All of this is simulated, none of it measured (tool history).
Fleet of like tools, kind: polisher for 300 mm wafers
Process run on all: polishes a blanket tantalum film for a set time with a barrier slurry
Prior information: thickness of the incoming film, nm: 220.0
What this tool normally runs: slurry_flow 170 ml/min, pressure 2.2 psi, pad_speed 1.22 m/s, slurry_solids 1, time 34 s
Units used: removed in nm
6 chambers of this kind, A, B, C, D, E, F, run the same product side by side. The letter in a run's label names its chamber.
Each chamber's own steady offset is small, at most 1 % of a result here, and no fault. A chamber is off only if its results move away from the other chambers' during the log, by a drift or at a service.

| run | hour | slurry_flow | pressure | pad_speed | slurry_solids | time | wafers polished on this pad | hours since the slurry nozzle was cleaned | hours since the head pressure was calibrated | hours since the slurry blender was calibrated | removed |
|---|---|---|---|---|---|---|---|---|---|---|---|
|  | 7.9 | chamber D: slurry blender recalibrated |
| 1B | 10.7 | 170 | 2.2 | 1.22 | 1 | 34 | 560 | 38.8 | 1081.0 | 377.9 | 84.994 |
| 2C | 18.5 | 170 | 2.2 | 1.22 | 1 | 34 | 453 | 92.2 | 556.0 | 117.2 | 83.905 |
|  | 26.3 | chamber A: worn pad replaced by a new one |
|  | 26.8 | chamber F: slurry blender recalibrated |
| 3E | 28.1 | 170 | 2.2 | 1.22 | 1 | 34 | 356 | 347.6 | 1012.9 | 50.2 | 83.435 |
| 4A | 39.9 | 170 | 2.2 | 1.22 | 1 | 34 | 123 | 152.8 | 544.1 | 175.8 | 85.253 |
|  | 41.1 | chamber A: head pressure recalibrated |
|  | 47.0 | chamber B: worn pad replaced by a new one |
| 5F | 49.0 | 170 | 2.2 | 1.22 | 1 | 34 | 537 | 259.8 | 109.1 | 22.3 | 85.239 |
| 6D | 55.9 | 170 | 2.2 | 1.22 | 1 | 34 | 516 | 293.7 | 247.4 | 48.0 | 83.960 |
| 7C | 63.4 | 170 | 2.2 | 1.22 | 1 | 34 | 859 | 137.1 | 600.9 | 162.1 | 84.782 |
| 8A | 69.6 | 170 | 2.2 | 1.22 | 1 | 34 | 392 | 182.5 | 28.6 | 205.5 | 84.228 |
| 9F | 79.1 | 170 | 2.2 | 1.22 | 1 | 34 | 809 | 289.9 | 139.2 | 52.4 | 84.038 |
|  | 91.7 | chamber F: worn pad replaced by a new one |
| 10E | 92.6 | 170 | 2.2 | 1.22 | 1 | 34 | 939 | 412.1 | 1077.4 | 114.7 | 84.607 |
| 11D | 100.0 | 170 | 2.2 | 1.22 | 1 | 34 | 915 | 337.8 | 291.5 | 92.1 | 83.810 |
|  | 106.6 | chamber E: slurry blender recalibrated |
|  | 107.3 | chamber A: slurry nozzle cleaned |
|  | 108.8 | chamber B: slurry blender recalibrated |
| 12B | 112.8 | 170 | 2.2 | 1.22 | 1 | 34 | 595 | 140.9 | 1183.1 | 4.1 | 84.222 |
|  | 116.4 | chamber D: worn pad replaced by a new one |
|  | 117.6 | chamber E: slurry nozzle cleaned |
| 13F | 126.5 | 170 | 2.2 | 1.22 | 1 | 34 | 315 | 337.3 | 186.6 | 99.8 | 84.212 |
|  | 129.5 | chamber E: worn pad replaced by a new one |
| 14A | 138.2 | 170 | 2.2 | 1.22 | 1 | 34 | 1012 | 31.0 | 97.2 | 274.1 | 84.699 |
|  | 148.6 | chamber B: worn pad replaced by a new one |
| 15E | 151.2 | 170 | 2.2 | 1.22 | 1 | 34 | 196 | 33.6 | 1136.0 | 44.7 | 83.067 |
|  | 153.8 | chamber C: worn pad replaced by a new one |
|  | 154.1 | chamber F: slurry blender recalibrated |
|  | 159.8 | chamber E: head pressure recalibrated |
| 16B | 163.8 | 170 | 2.2 | 1.22 | 1 | 34 | 137 | 191.9 | 1234.1 | 55.1 | 85.393 |
| 17C | 171.7 | 170 | 2.2 | 1.22 | 1 | 34 | 162 | 245.4 | 709.2 | 270.4 | 83.457 |
|  | 172.5 | chamber F: worn pad replaced by a new one |
|  | 182.6 | chamber A: worn pad replaced by a new one |
| 18D | 182.6 | 170 | 2.2 | 1.22 | 1 | 34 | 599 | 420.4 | 374.1 | 174.7 | 84.354 |
| 19C | 195.4 | 170 | 2.2 | 1.22 | 1 | 34 | 376 | 269.1 | 732.9 | 294.1 | 83.012 |
| 20D | 202.5 | 170 | 2.2 | 1.22 | 1 | 34 | 779 | 440.3 | 394.0 | 194.6 | 84.372 |
|  | 210.5 | chamber A: slurry blender recalibrated |
| 21E | 214.5 | 170 | 2.2 | 1.22 | 1 | 34 | 769 | 96.9 | 54.7 | 108.0 | 77.068 |
| 22B | 221.8 | 170 | 2.2 | 1.22 | 1 | 34 | 662 | 249.9 | 1292.1 | 113.1 | 83.889 |
|  | 230.5 | chamber C: slurry blender recalibrated |
| 23A | 234.3 | 170 | 2.2 | 1.22 | 1 | 34 | 468 | 127.1 | 193.3 | 23.9 | 85.182 |
|  | 235.3 | chamber D: worn pad replaced by a new one |
|  | 236.0 | chamber E: slurry blender recalibrated |
| 24F | 241.3 | 170 | 2.2 | 1.22 | 1 | 34 | 622 | 452.1 | 301.4 | 87.2 | 82.973 |
|  | 248.0 | chamber B: worn pad replaced by a new one |
|  | 249.2 | chamber E: worn pad replaced by a new one |
| 25C | 249.7 | 170 | 2.2 | 1.22 | 1 | 34 | 867 | 323.4 | 787.2 | 19.2 | 82.783 |
|  | 257.6 | chamber F: worn pad replaced by a new one |
| 26E | 259.3 | 190 | 2.2 | 1.22 | 1 | 27 | 91 | 141.7 | 99.5 | 23.4 | 62.062 |
| 27B | 269.3 | 190 | 2.2 | 1.22 | 1 | 27 | 193 | 297.4 | 1339.6 | 160.6 | 67.465 |
|  | 278.7 | chamber D: head pressure recalibrated |
| 28F | 279.5 | 190 | 2.2 | 1.22 | 1 | 27 | 198 | 490.3 | 339.6 | 125.4 | 67.988 |
|  | 289.1 | chamber C: slurry nozzle cleaned |
|  | 290.5 | chamber F: slurry blender recalibrated |
| 29D | 292.3 | 190 | 2.2 | 1.22 | 1 | 27 | 516 | 530.1 | 13.7 | 284.4 | 67.633 |
| 30A | 299.1 | 190 | 2.2 | 1.22 | 1 | 27 | 1054 | 191.9 | 258.1 | 88.7 | 68.617 |
|  | 303.1 | chamber C: worn pad replaced by a new one |
| 31A | 305.8 | 190 | 2.2 | 1.22 | 1 | 27 | 1114 | 198.6 | 264.8 | 95.4 | 67.504 |
| 32B | 312.3 | 170 | 2.2 | 1.22 | 1 | 34 | 582 | 340.4 | 1382.6 | 203.6 | 84.273 |
| 33C | 320.4 | 170 | 2.2 | 1.22 | 1 | 34 | 156 | 31.3 | 857.9 | 89.9 | 85.108 |
|  | 324.1 | chamber A: worn pad replaced by a new one |
| 34E | 328.1 | 170 | 2.2 | 1.22 | 1 | 34 | 713 | 210.5 | 168.3 | 92.2 | 76.630 |
|  | 329.0 | chamber B: worn pad replaced by a new one |
| 35D | 337.7 | 170 | 2.2 | 1.22 | 1 | 34 | 926 | 575.5 | 59.1 | 329.8 | 83.795 |
|  | 344.6 | chamber D: worn pad replaced by a new one |
| 36F | 346.6 | 170 | 2.2 | 1.22 | 1 | 34 | 804 | 557.4 | 406.7 | 56.1 | 85.240 |
|  | 349.8 | chamber F: worn pad replaced by a new one |
| 37C | 353.8 | 170 | 2.2 | 1.22 | 1 | 34 | 458 | 64.7 | 891.3 | 123.3 | 83.459 |
| 38A | 361.7 | 170 | 2.2 | 1.22 | 1 | 34 | 340 | 254.5 | 320.7 | 151.3 | 84.876 |
|  | 362.0 | chamber E: worn pad replaced by a new one |
| 39D | 372.1 | 170 | 2.2 | 1.22 | 1 | 34 | 249 | 609.9 | 93.5 | 364.2 | 83.616 |
| 40B | 381.9 | 170 | 2.2 | 1.22 | 1 | 34 | 478 | 410.0 | 1452.2 | 273.2 | 84.299 |
|  | 389.4 | chamber E: slurry blender recalibrated |
| 41F | 395.7 | 170 | 2.5 | 1.22 | 1 | 26 | 415 | 606.5 | 455.8 | 105.2 | 72.595 |
| 42E | 406.0 | 170 | 2.5 | 1.22 | 1 | 26 | 398 | 288.4 | 246.2 | 16.7 | 67.781 |

Read the log: is a single chamber off, either drifting away or since a service, is the gauge that measures every chamber drifting, or is nothing wrong beyond small per-chamber offsets? Name any odd chamber and what most likely caused it.

The work done on chamber E during a service left it standing apart from the others.
Most likely cause: head's pressure below its setpoint, % = 7.69.

Here are 4 candidates for chamber E's next run, each the usual settings with a change, their results left as question marks. Which one brings its results back in line with what the others give on the usual settings?
Counts as in line when no further than this from what the other chambers average on the usual settings: removed 2.100 nm
| 43E-1 | 415.9 | 170 | 2.1 | 1.20 | 1.00 | 33 |  |  |  |  | ? |
| 43E-2 | 415.9 | 170 | 2.2 | 1.22 | 1.35 | 34 |  |  |  |  | ? |
| 43E-3 | 415.9 | 170 | 2.2 | 1.42 | 1.05 | 34 |  |  |  |  | ? |
| 43E-4 | 415.9 | 170 | 2.1 | 1.14 | 1.00 | 32 |  |  |  |  | ? |

What the other chambers average on the usual settings: removed 84.376 nm
| run | removed |
|---|---|
| 43E-1 | 70.229 |
| 43E-2 | 83.268 |
| 43E-3 | 90.952 |
| 43E-4 | 64.695 |
It is 43E-2 that realigns the chamber with its peers.
